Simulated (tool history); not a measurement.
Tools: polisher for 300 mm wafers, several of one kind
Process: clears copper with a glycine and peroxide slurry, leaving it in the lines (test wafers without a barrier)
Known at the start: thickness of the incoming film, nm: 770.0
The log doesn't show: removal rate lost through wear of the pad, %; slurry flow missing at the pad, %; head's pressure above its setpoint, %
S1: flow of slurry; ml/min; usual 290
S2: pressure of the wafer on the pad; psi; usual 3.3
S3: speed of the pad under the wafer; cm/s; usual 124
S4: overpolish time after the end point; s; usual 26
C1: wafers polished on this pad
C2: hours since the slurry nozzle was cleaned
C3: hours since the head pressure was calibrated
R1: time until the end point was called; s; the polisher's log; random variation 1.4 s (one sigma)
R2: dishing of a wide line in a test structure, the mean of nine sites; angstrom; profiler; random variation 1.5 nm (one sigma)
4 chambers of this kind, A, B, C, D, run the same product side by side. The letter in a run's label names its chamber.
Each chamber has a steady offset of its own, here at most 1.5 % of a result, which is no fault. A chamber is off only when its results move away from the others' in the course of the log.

Run 1B, day 0.183: usual settings; C1 547; C2 510.1; C3 690.4. Result: R1 94.230 s, R2 919.27 angstrom.
Run 2A, day 0.433: usual settings; C1 182; C2 459.3; C3 55.4. Result: R1 95.331 s, R2 913.14 angstrom.
Run 3C, day 0.675: usual settings; C1 671; C2 442.4; C3 312.8. Result: R1 91.124 s, R2 914.55 angstrom.
Run 4D, day 0.833: usual settings; C1 228; C2 497.3; C3 575.6. Result: R1 93.888 s, R2 886.98 angstrom.
Run 5A, day 1.100: usual settings; C1 345; C2 475.3; C3 71.4. Result: R1 93.482 s, R2 938.34 angstrom.
At day 1.204: chamber D: head pressure recalibrated.
Run 6B, day 1.242: usual settings; C1 807; C2 535.5; C3 715.8. Result: R1 94.534 s, R2 909.47 angstrom.
Run 7D, day 1.446: usual settings; C1 378; C2 512.0; C3 5.9. Result: R1 95.049 s, R2 916.61 angstrom.
Run 8C, day 1.608: usual settings; C1 901; C2 464.8; C3 335.2. Result: R1 91.009 s, R2 913.50 angstrom.
At day 1.633: chamber B: worn pad replaced by a new one.
Run 9B, day 1.796: usual settings; C1 40; C2 548.8; C3 729.1. Result: R1 94.209 s, R2 938.35 angstrom.
Run 10D, day 2.017: usual settings; C1 519; C2 525.7; C3 19.6. Result: R1 93.588 s, R2 919.50 angstrom.
Run 11C, day 2.204: usual settings; C1 1047; C2 479.1; C3 349.5. Result: R1 92.770 s, R2 928.85 angstrom.
At day 2.396: chamber D: slurry nozzle cleaned.
Run 12A, day 2.433: usual settings; C1 673; C2 507.3; C3 103.4. Result: R1 94.333 s, R2 902.93 angstrom.
At day 2.442: chamber C: worn pad replaced by a new one.
At day 2.496: chamber A: slurry nozzle cleaned.
Run 13C, day 2.588: usual settings; C1 36; C2 488.3; C3 358.7. Result: R1 89.941 s, R2 950.83 angstrom.
Run 14A, day 2.858: usual settings; C1 778; C2 8.8; C3 113.6. Result: R1 95.001 s, R2 932.19 angstrom.
At day 2.954: chamber D: worn pad replaced by a new one.
Run 15D, day 3.083: usual settings; C1 32; C2 16.5; C3 45.2. Result: R1 95.397 s, R2 916.08 angstrom.
Run 16B, day 3.383: usual settings; C1 430; C2 586.9; C3 767.2. Result: R1 91.304 s, R2 890.01 angstrom.
Run 17B, day 3.633: usual settings; C1 492; C2 592.9; C3 773.2. Result: R1 94.112 s, R2 885.33 angstrom.
At day 3.733: chamber A: worn pad replaced by a new one.
Run 18C, day 3.917: usual settings but S1 250 ml/min, S4 34 s; C1 363; C2 520.2; C3 390.6. Result: R1 93.419 s, R2 1016.40 angstrom.
Run 19D, day 4.067: usual settings but S1 250 ml/min, S4 34 s; C1 273; C2 40.1; C3 68.8. Result: R1 94.994 s, R2 995.22 angstrom.
Run 20A, day 4.217: usual settings but S1 250 ml/min, S4 34 s; C1 119; C2 41.4; C3 146.2. Result: R1 92.373 s, R2 999.13 angstrom.
Run 21D, day 4.383: usual settings but S1 250 ml/min, S4 34 s; C1 351; C2 47.7; C3 76.4. Result: R1 96.486 s, R2 1025.70 angstrom.
Run 22C, day 4.533: usual settings but S4 19 s; C1 515; C2 535.0; C3 405.4. Result: R1 92.661 s, R2 801.41 angstrom.
At day 4.579: chamber C: head pressure recalibrated.
Run 23B, day 4.738: usual settings but S4 19 s; C1 763; C2 619.4; C3 799.7. Result: R1 93.758 s, R2 775.18 angstrom.
Run 24A, day 4.929: usual settings but S4 19 s; C1 294; C2 58.5; C3 163.3. Result: R1 95.684 s, R2 774.95 angstrom.
Run 25B, day 5.071: usual settings but S4 19 s; C1 845; C2 627.4; C3 807.7. Result: R1 95.613 s, R2 792.66 angstrom.
At day 5.192: chamber B: worn pad replaced by a new one.
Run 26C, day 5.296: usual settings; C1 702; C2 553.3; C3 17.3. Result: R1 91.744 s, R2 923.40 angstrom.
Run 27D, day 5.533: usual settings; C1 634; C2 75.3; C3 104.0. Result: R1 92.633 s, R2 940.83 angstrom.
At day 5.629: chamber D: worn pad replaced by a new one.
Run 28A, day 5.750: usual settings but S1 325 ml/min; C1 496; C2 78.2; C3 183.0. Result: R1 93.115 s, R2 916.08 angstrom.
Run 29A, day 6.029: usual settings but S1 325 ml/min; C1 564; C2 84.9; C3 189.7. Result: R1 92.781 s, R2 931.88 angstrom.
At day 6.138: chamber C: worn pad replaced by a new one.
Run 30D, day 6.208: usual settings but S1 325 ml/min; C1 142; C2 91.5; C3 120.2. Result: R1 91.591 s, R2 914.05 angstrom.
Run 31B, day 6.350: usual settings but S1 325 ml/min; C1 284; C2 658.1; C3 838.4. Result: R1 91.719 s, R2 944.82 angstrom.
Run 32C, day 6.638: usual settings; C1 123; C2 585.5; C3 49.5. Result: R1 90.439 s, R2 905.54 angstrom.
Run 33D, day 6.892: usual settings; C1 310; C2 107.9; C3 136.6. Result: R1 92.417 s, R2 942.00 angstrom.
Run 34B, day 7.050: usual settings; C1 457; C2 674.9; C3 855.2. Result: R1 92.689 s, R2 931.93 angstrom.
Run 35A, day 7.233: usual settings; C1 860; C2 113.8; C3 218.6. Result: R1 91.775 s, R2 934.68 angstrom.
Run 36C, day 7.400: usual settings; C1 310; C2 603.8; C3 67.8. Result: R1 91.612 s, R2 923.69 angstrom.
Run 37C, day 7.692: usual settings; C1 382; C2 610.8; C3 74.8. Result: R1 93.185 s, R2 931.20 angstrom.
Run 38B, day 7.867: usual settings; C1 657; C2 694.5; C3 874.8. Result: R1 93.144 s, R2 927.42 angstrom.
Run 39D, day 8.046: usual settings but S2 2.8 psi; C1 594; C2 135.6; C3 164.3. Result: R1 109.440 s, R2 859.59 angstrom.
At day 8.088: chamber A: worn pad replaced by a new one.
Run 40A, day 8.217: usual settings but S2 2.8 psi; C1 32; C2 137.4; C3 242.2. Result: R1 109.050 s, R2 873.50 angstrom.
Run 41A, day 8.421: usual settings but S2 2.8 psi; C1 82; C2 142.3; C3 247.1. Result: R1 109.300 s, R2 841.69 angstrom.
At day 8.675: chamber D: worn pad replaced by a new one.
Run 42B, day 8.712: usual settings but S2 2.8 psi; C1 865; C2 714.8; C3 895.1. Result: R1 108.870 s, R2 850.30 angstrom.
Run 43D, day 8.921: usual settings but S1 375 ml/min, S3 164 cm/s; C1 60; C2 156.6; C3 185.3. Result: R1 73.253 s, R2 1016.90 angstrom.

What goes on in this fleet: one chamber off, a drifting gauge, or nothing beyond the chambers' own small offsets? Name the chamber and the cause, if any.

No chamber stands off beyond its own small offset, and the gauge holds steady.
